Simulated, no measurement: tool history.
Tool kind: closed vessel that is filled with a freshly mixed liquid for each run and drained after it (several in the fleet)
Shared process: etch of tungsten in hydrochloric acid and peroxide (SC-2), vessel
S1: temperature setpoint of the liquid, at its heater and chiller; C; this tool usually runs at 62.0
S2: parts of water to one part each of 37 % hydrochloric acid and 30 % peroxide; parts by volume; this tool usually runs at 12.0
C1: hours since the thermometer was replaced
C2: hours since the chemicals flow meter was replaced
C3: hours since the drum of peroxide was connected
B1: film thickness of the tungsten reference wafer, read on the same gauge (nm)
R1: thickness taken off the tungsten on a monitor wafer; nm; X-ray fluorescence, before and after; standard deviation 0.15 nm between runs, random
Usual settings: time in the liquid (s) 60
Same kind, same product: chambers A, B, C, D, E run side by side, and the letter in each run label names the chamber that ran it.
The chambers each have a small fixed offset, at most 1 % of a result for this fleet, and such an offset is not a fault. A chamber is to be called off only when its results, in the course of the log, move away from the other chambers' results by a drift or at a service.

Run 1B, hour 4.2: usual settings; C1 1616.7; C2 423.1; C3 273.5; B1 59.937. Result: R1 16.746 nm.
At hour 6.4: chamber A: chemicals flow meter replaced.
Run 2D, hour 6.6: usual settings; C1 478.4; C2 1209.9; C3 1059.4; B1 59.995. Result: R1 17.158 nm.
Run 3E, hour 10.3: usual settings; C1 398.4; C2 1067.2; C3 835.1; B1 59.996. Result: R1 16.631 nm.
Run 4A, hour 15.0: usual settings; C1 700.7; C2 8.6; C3 221.9; B1 60.039. Result: R1 16.988 nm.
Run 5C, hour 20.3: usual settings but S1 68.5 C; C1 437.0; C2 452.6; C3 65.5; B1 60.000. Result: R1 24.619 nm.
Run 6D, hour 23.6: usual settings but S1 68.5 C; C1 495.4; C2 1226.9; C3 1076.4; B1 59.979. Result: R1 24.926 nm.
Run 7E, hour 27.5: usual settings but S1 68.5 C; C1 415.6; C2 1084.4; C3 852.3; B1 59.989. Result: R1 24.575 nm.
Run 8C, hour 32.2: usual settings but S1 68.5 C; C1 448.9; C2 464.5; C3 77.4; B1 60.008. Result: R1 24.715 nm.
Run 9B, hour 35.3: usual settings but S1 68.5 C; C1 1647.8; C2 454.2; C3 304.6; B1 60.002. Result: R1 24.732 nm.
Run 10A, hour 38.6: usual settings; C1 724.3; C2 32.2; C3 245.5; B1 59.981. Result: R1 16.885 nm.
Run 11C, hour 41.6: usual settings; C1 458.3; C2 473.9; C3 86.8; B1 60.037. Result: R1 16.712 nm.
Run 12E, hour 46.4: usual settings; C1 434.5; C2 1103.3; C3 871.2; B1 60.028. Result: R1 16.921 nm.
Run 13B, hour 51.5: usual settings but S1 69.5 C, time in the liquid (s) 80; C1 1664.0; C2 470.4; C3 320.8; B1 60.001. Result: R1 34.514 nm.
Run 14A, hour 55.7: usual settings but S1 69.5 C, time in the liquid (s) 80; C1 741.4; C2 49.3; C3 262.6; B1 59.971. Result: R1 35.129 nm.
Run 15D, hour 61.0: usual settings but S1 69.5 C, time in the liquid (s) 80; C1 532.8; C2 1264.3; C3 1113.8; B1 60.031. Result: R1 34.933 nm.
Run 16C, hour 63.9: usual settings but S1 69.5 C, time in the liquid (s) 80; C1 480.6; C2 496.2; C3 109.1; B1 59.981. Result: R1 34.687 nm.
Run 17A, hour 69.2: usual settings but S1 69.5 C, time in the liquid (s) 80; C1 754.9; C2 62.8; C3 276.1; B1 59.982. Result: R1 34.727 nm.
Run 18B, hour 74.2: usual settings; C1 1686.7; C2 493.1; C3 343.5; B1 60.008. Result: R1 16.468 nm.
Run 19E, hour 78.1: usual settings; C1 466.2; C2 1135.0; C3 902.9; B1 60.020. Result: R1 16.765 nm.
Run 20D, hour 81.5: usual settings; C1 553.3; C2 1284.8; C3 1134.3; B1 60.017. Result: R1 17.012 nm.
Run 21A, hour 86.2: usual settings; C1 771.9; C2 79.8; C3 293.1; B1 59.989. Result: R1 16.119 nm.
Run 22B, hour 91.1: usual settings; C1 1703.6; C2 510.0; C3 360.4; B1 59.983. Result: R1 16.737 nm.
Run 23C, hour 93.6: usual settings; C1 510.3; C2 525.9; C3 138.8; B1 59.983. Result: R1 16.616 nm.
Run 24D, hour 96.4: usual settings; C1 568.2; C2 1299.7; C3 1149.2; B1 60.006. Result: R1 16.819 nm.
Run 25E, hour 100.3: usual settings; C1 488.4; C2 1157.2; C3 925.1; B1 59.997. Result: R1 16.500 nm.
Run 26A, hour 103.2: usual settings but S2 7.5 parts by volume; C1 788.9; C2 96.8; C3 310.1; B1 60.022. Result: R1 23.283 nm.
Run 27B, hour 106.8: usual settings but S2 7.5 parts by volume; C1 1719.3; C2 525.7; C3 376.1; B1 59.997. Result: R1 24.634 nm.
Run 28E, hour 110.3: usual settings but S2 7.5 parts by volume; C1 498.4; C2 1167.2; C3 935.1; B1 60.022. Result: R1 24.591 nm.
Run 29C, hour 112.7: usual settings but S2 7.5 parts by volume; C1 529.4; C2 545.0; C3 157.9; B1 60.028. Result: R1 24.631 nm.
Run 30D, hour 116.6: usual settings but S2 7.5 parts by volume; C1 588.4; C2 1319.9; C3 1169.4; B1 59.993. Result: R1 24.788 nm.
Run 31E, hour 119.3: usual settings; C1 507.4; C2 1176.2; C3 944.1; B1 59.989. Result: R1 16.406 nm.

Is one chamber off against the others, does the gauge drift, or is nothing wrong? If a chamber is off, say which, and what the likeliest cause is.

Chamber A drifts away from the others.
Likeliest cause: liquid colder than its thermometer reads (K) = 1.44.
From this log alone, it may not be told apart from: chemicals flow below the setpoint (%); peroxide weaker than its label (%).

Here are 4 candidates for chamber A's next run, each the usual settings with a change, their results left as question marks. Which one brings its results back in line with what the others give on the usual settings?
In line means no further than this from the other chambers' mean on the usual settings: R1 0.510 nm
Run 32A-1, hour 123.1: usual settings but S1 60.5 C, S2 12.5 parts by volume. Result: R1 ?.
Run 32A-2, hour 123.1: usual settings but S1 63.5 C, S2 11.5 parts by volume. Result: R1 ?.
Run 32A-3, hour 123.1: usual settings but S2 13.0 parts by volume. Result: R1 ?.
Run 32A-4, hour 123.1: usual settings but S1 62.5 C, S2 11.5 parts by volume. Result: R1 ?.

Average result of the remaining chambers running the usual settings: R1 16.689 nm
  run      R1
32A-1  13.583
32A-2  17.647
32A-3  14.430
32A-4  16.574
Change 32A-4 lands the chamber within the allowed miss of the other chambers.
